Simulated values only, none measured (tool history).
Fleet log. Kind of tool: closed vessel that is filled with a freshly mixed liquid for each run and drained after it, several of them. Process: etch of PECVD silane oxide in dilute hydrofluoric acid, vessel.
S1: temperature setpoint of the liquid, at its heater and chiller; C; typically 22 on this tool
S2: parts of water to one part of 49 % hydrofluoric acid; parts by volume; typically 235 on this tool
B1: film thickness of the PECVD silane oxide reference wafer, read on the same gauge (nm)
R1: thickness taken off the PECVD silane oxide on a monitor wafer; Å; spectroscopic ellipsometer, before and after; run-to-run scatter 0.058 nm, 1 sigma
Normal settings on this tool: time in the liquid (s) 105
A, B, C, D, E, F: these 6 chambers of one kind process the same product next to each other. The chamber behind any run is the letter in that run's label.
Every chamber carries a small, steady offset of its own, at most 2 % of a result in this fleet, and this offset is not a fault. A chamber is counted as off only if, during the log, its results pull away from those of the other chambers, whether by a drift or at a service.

{"run": "1D", "hour": 5.2, "S1": 22, "S2": 235, "time in the liquid (s)": 105, "B1": 150.05, "R1": 62.897}
{"hour": 5.8, "done": "chamber C: hydrofluoric acid flow meter replaced"}
{"run": "2B", "hour": 9.9, "S1": 22, "S2": 235, "time in the liquid (s)": 105, "B1": 150.03, "R1": 63.678}
{"run": "3F", "hour": 18.2, "S1": 22, "S2": 235, "time in the liquid (s)": 105, "B1": 150.06, "R1": 64.645}
{"run": "4E", "hour": 23.1, "S1": 22, "S2": 235, "time in the liquid (s)": 105, "B1": 150.03, "R1": 63.041}
{"run": "5C", "hour": 30.0, "S1": 22, "S2": 235, "time in the liquid (s)": 105, "B1": 150, "R1": 61.84}
{"run": "6A", "hour": 38.4, "S1": 22, "S2": 235, "time in the liquid (s)": 105, "B1": 150.02, "R1": 63.739}
{"run": "7C", "hour": 42.8, "S1": 22, "S2": 235, "time in the liquid (s)": 105, "B1": 149.97, "R1": 62.955}
{"run": "8D", "hour": 50.8, "S1": 22, "S2": 235, "time in the liquid (s)": 105, "B1": 150.03, "R1": 63.647}
{"run": "9E", "hour": 57.5, "S1": 22, "S2": 235, "time in the liquid (s)": 105, "B1": 150.02, "R1": 62.876}
{"run": "10F", "hour": 62.5, "S1": 22, "S2": 235, "time in the liquid (s)": 105, "B1": 149.97, "R1": 64.185}
{"run": "11B", "hour": 69.2, "S1": 22, "S2": 235, "time in the liquid (s)": 105, "B1": 150, "R1": 63.74}
{"run": "12A", "hour": 74.1, "S1": 22, "S2": 175, "time in the liquid (s)": 105, "B1": 150.02, "R1": 90.065}
{"run": "13D", "hour": 81.5, "S1": 22, "S2": 175, "time in the liquid (s)": 105, "B1": 150, "R1": 90.157}
{"run": "14B", "hour": 85.9, "S1": 22, "S2": 175, "time in the liquid (s)": 105, "B1": 150.02, "R1": 90.517}
{"run": "15A", "hour": 91.7, "S1": 22, "S2": 175, "time in the liquid (s)": 105, "B1": 150, "R1": 90.943}
{"run": "16F", "hour": 96.1, "S1": 22, "S2": 175, "time in the liquid (s)": 105, "B1": 149.99, "R1": 91.865}
{"run": "17C", "hour": 103.1, "S1": 22, "S2": 175, "time in the liquid (s)": 105, "B1": 150.02, "R1": 89.924}
{"run": "18E", "hour": 107.9, "S1": 22, "S2": 235, "time in the liquid (s)": 105, "B1": 150.02, "R1": 63.317}
{"run": "19F", "hour": 113.5, "S1": 19.5, "S2": 140, "time in the liquid (s)": 105, "B1": 150, "R1": 105.75}
{"run": "20A", "hour": 120.7, "S1": 19.5, "S2": 140, "time in the liquid (s)": 105, "B1": 150.04, "R1": 106.7}
{"run": "21E", "hour": 125.3, "S1": 19.5, "S2": 140, "time in the liquid (s)": 105, "B1": 149.99, "R1": 104.88}
{"run": "22D", "hour": 130.4, "S1": 19.5, "S2": 140, "time in the liquid (s)": 105, "B1": 150.02, "R1": 106.58}
{"run": "23B", "hour": 137.0, "S1": 19.5, "S2": 140, "time in the liquid (s)": 105, "B1": 150.04, "R1": 103.71}
{"run": "24C", "hour": 141.1, "S1": 19.5, "S2": 140, "time in the liquid (s)": 105, "B1": 150.02, "R1": 103.74}
{"run": "25A", "hour": 147.7, "S1": 20.5, "S2": 235, "time in the liquid (s)": 105, "B1": 150.01, "R1": 60.624}
{"run": "26C", "hour": 153.7, "S1": 20.5, "S2": 235, "time in the liquid (s)": 105, "B1": 149.98, "R1": 59.068}
{"run": "27E", "hour": 159.1, "S1": 20.5, "S2": 235, "time in the liquid (s)": 105, "B1": 149.95, "R1": 59.761}
{"run": "28D", "hour": 163.2, "S1": 20.5, "S2": 235, "time in the liquid (s)": 105, "B1": 150.01, "R1": 59.421}
{"run": "29B", "hour": 166.9, "S1": 20.5, "S2": 235, "time in the liquid (s)": 105, "B1": 149.96, "R1": 61.089}
{"run": "30F", "hour": 170.8, "S1": 20.5, "S2": 235, "time in the liquid (s)": 105, "B1": 149.98, "R1": 60.513}
{"run": "31A", "hour": 174.9, "S1": 22, "S2": 235, "time in the liquid (s)": 105, "B1": 150.01, "R1": 64.538}
{"run": "32E", "hour": 178.8, "S1": 22, "S2": 180, "time in the liquid (s)": 135, "B1": 150.04, "R1": 113.49}
{"run": "33F", "hour": 187.1, "S1": 22, "S2": 180, "time in the liquid (s)": 135, "B1": 149.98, "R1": 113.61}
{"run": "34B", "hour": 195.4, "S1": 22, "S2": 180, "time in the liquid (s)": 135, "B1": 149.99, "R1": 110.88}
{"run": "35D", "hour": 203.2, "S1": 22, "S2": 180, "time in the liquid (s)": 135, "B1": 149.98, "R1": 115.02}
{"run": "36C", "hour": 211.2, "S1": 22, "S2": 180, "time in the liquid (s)": 135, "B1": 150.05, "R1": 111.08}
{"run": "37D", "hour": 219.0, "S1": 22, "S2": 180, "time in the liquid (s)": 135, "B1": 149.99, "R1": 113.47}
{"run": "38E", "hour": 225.6, "S1": 24.5, "S2": 235, "time in the liquid (s)": 50, "B1": 150.02, "R1": 32.936}
{"run": "39B", "hour": 233.4, "S1": 24.5, "S2": 235, "time in the liquid (s)": 50, "B1": 150.02, "R1": 32.893}
{"hour": 234.1, "done": "chamber F: hydrofluoric acid flow meter replaced"}
{"run": "40F", "hour": 238.7, "S1": 24.5, "S2": 235, "time in the liquid (s)": 50, "B1": 149.96, "R1": 33.543}
{"run": "41A", "hour": 244.3, "S1": 24.5, "S2": 235, "time in the liquid (s)": 50, "B1": 150.02, "R1": 33.817}
{"run": "42C", "hour": 249.2, "S1": 24.5, "S2": 235, "time in the liquid (s)": 50, "B1": 150, "R1": 32.835}
{"run": "43C", "hour": 253.0, "S1": 24.5, "S2": 235, "time in the liquid (s)": 50, "B1": 149.98, "R1": 32.676}
{"run": "44E", "hour": 261.0, "S1": 22, "S2": 235, "time in the liquid (s)": 105, "B1": 150.02, "R1": 63.785}

Read the log: is a single chamber off, either drifting away or since a service, is the gauge that measures every chamber drifting, or is nothing wrong beyond small per-chamber offsets? Name any odd chamber and what most likely caused it.

No chamber is off and the gauge is stable; the differences are just each chamber's small, constant offset.
